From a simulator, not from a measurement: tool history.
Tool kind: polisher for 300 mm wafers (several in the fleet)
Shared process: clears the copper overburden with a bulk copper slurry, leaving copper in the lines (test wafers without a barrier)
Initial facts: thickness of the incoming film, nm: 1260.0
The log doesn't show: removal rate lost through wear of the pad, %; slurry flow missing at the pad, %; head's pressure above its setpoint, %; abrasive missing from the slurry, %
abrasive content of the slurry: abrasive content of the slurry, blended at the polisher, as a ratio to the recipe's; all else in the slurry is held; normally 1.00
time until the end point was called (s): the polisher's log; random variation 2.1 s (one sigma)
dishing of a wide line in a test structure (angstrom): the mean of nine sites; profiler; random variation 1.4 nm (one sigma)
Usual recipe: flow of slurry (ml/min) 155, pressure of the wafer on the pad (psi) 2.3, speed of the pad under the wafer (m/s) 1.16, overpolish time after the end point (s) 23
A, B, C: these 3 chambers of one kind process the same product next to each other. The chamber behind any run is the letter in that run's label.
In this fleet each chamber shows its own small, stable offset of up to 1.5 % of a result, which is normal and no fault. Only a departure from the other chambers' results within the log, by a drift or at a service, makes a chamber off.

run  hour  flow of slurry (ml/min)  pressure of the wafer on the pad (psi)  speed of the pad under the wafer (m/s)  abrasive content of the slurry  overpolish time after the end point (s)  wafers polished on this pad  hours since the slurry nozzle was cleaned  hours since the head pressure was calibrated  hours since the slurry blender was calibrated  time until the end point was called (s)  dishing of a wide line in a test structure (angstrom)
 1B   3.8                      155                                     2.3                                    1.16                            1.00                                       23                          356                                      167.4                                         202.0                                          242.6                                   144.58                                                 848.99
 2C   5.9                      155                                     2.3                                    1.16                            1.00                                       23                          116                                      163.4                                          90.8                                           78.8                                   146.28                                                 857.42
 3A   9.1                      155                                     2.3                                    1.16                            1.00                                       23                          789                                      160.8                                         424.0                                          100.9                                   144.69                                                 871.25
 4A  12.9                      155                                     2.3                                    1.16                            1.00                                       23                          808                                      164.6                                         427.8                                          104.7                                   146.17                                                 877.46
 5B  16.4                      155                                     2.3                                    1.16                            1.00                                       23                          419                                      180.0                                         214.6                                          255.2                                   141.10                                                 893.78
 6C  18.5                      155                                     2.3                                    1.16                            1.00                                       23                          179                                      176.0                                         103.4                                           91.4                                   148.70                                                 867.30
 7C  21.3                      155                                     2.3                                    1.16                            1.00                                       23                          193                                      178.8                                         106.2                                           94.2                                   143.18                                                 868.72
     24.1  -- chamber C: slurry blender recalibrated
 8B  24.6                      135                                     2.3                                    1.40                            1.00                                       23                          460                                      188.2                                         222.8                                          263.4                                   122.69                                                 954.79
 9A  28.6                      135                                     2.3                                    1.40                            1.00                                       23                          886                                      180.3                                         443.5                                          120.4                                   121.60                                                 927.19
10A  31.0                      135                                     2.3                                    1.40                            1.00                                       23                          898                                      182.7                                         445.9                                          122.8                                   123.09                                                 938.85
11C  34.0                      155                                     2.3                                    1.16                            1.00                                       23                          257                                      191.5                                         118.9                                           10.0                                   145.40                                                 859.40
12B  38.3                      155                                     2.3                                    1.16                            1.00                                       23                          529                                      201.9                                         236.5                                          277.1                                   139.79                                                 906.54
13A  40.5                      155                                     2.3                                    1.16                            1.00                                       23                          946                                      192.2                                         455.4                                          132.3                                   144.62                                                 884.52
14C  44.8                      185                                     1.5                                    1.16                            1.00                                       23                          311                                      202.3                                         129.7                                           20.8                                   221.26                                                 628.38
15B  47.4                      185                                     1.5                                    1.16                            1.00                                       23                          574                                      211.0                                         245.6                                          286.2                                   207.33                                                 670.37
16B  49.9                      185                                     1.5                                    1.16                            1.00                                       23                          587                                      213.5                                         248.1                                          288.7                                   202.79                                                 667.05
17C  52.3                      155                                     2.3                                    1.16                            1.00                                       23                          348                                      209.8                                         137.2                                           28.3                                   144.81                                                 846.34
18A  54.4                      155                                     2.3                                    0.92                            1.25                                       23                         1015                                      206.1                                         469.3                                          146.2                                   174.02                                                 788.16
19B  58.1                      155                                     2.3                                    0.92                            1.25                                       23                          627                                      221.7                                         256.3                                          296.9                                   159.94                                                 851.98
20C  60.7                      155                                     2.3                                    0.92                            1.25                                       23                          390                                      218.2                                         145.6                                           36.7                                   174.16                                                 800.50
21A  63.1                      155                                     2.3                                    1.16                            1.00                                       23                         1059                                      214.8                                         478.0                                          154.9                                   141.95                                                 837.86
22A  66.4                      155                                     2.3                                    1.16                            1.00                                       23                         1075                                      218.1                                         481.3                                          158.2                                   142.01                                                 884.74
23C  70.5                      155                                     2.3                                    1.16                            1.00                                       23                          439                                      228.0                                         155.4                                           46.5                                   144.26                                                 863.41
24B  74.5                      155                                     2.3                                    1.16                            1.00                                       23                          709                                      238.1                                         272.7                                          313.3                                   132.30                                                 924.68

Next, every chamber runs the same settings. What will each give?
25A  77.5                      155                                     2.3                                    1.16                            1.00                                       23                                                                                                                                                                                                             ?                                                      ?
25B  77.5                      155                                     2.3                                    1.16                            1.00                                       23                                                                                                                                                                                                             ?                                                      ?
25C  77.5                      155                                     2.3                                    1.16                            1.00                                       23                                                                                                                                                                                                             ?                                                      ?

run  time until the end point was called (s)  dishing of a wide line in a test structure (angstrom)
25A                                   146.40                                                 884.36
25B                                   130.55                                                 939.56
25C                                   140.60                                                 864.63

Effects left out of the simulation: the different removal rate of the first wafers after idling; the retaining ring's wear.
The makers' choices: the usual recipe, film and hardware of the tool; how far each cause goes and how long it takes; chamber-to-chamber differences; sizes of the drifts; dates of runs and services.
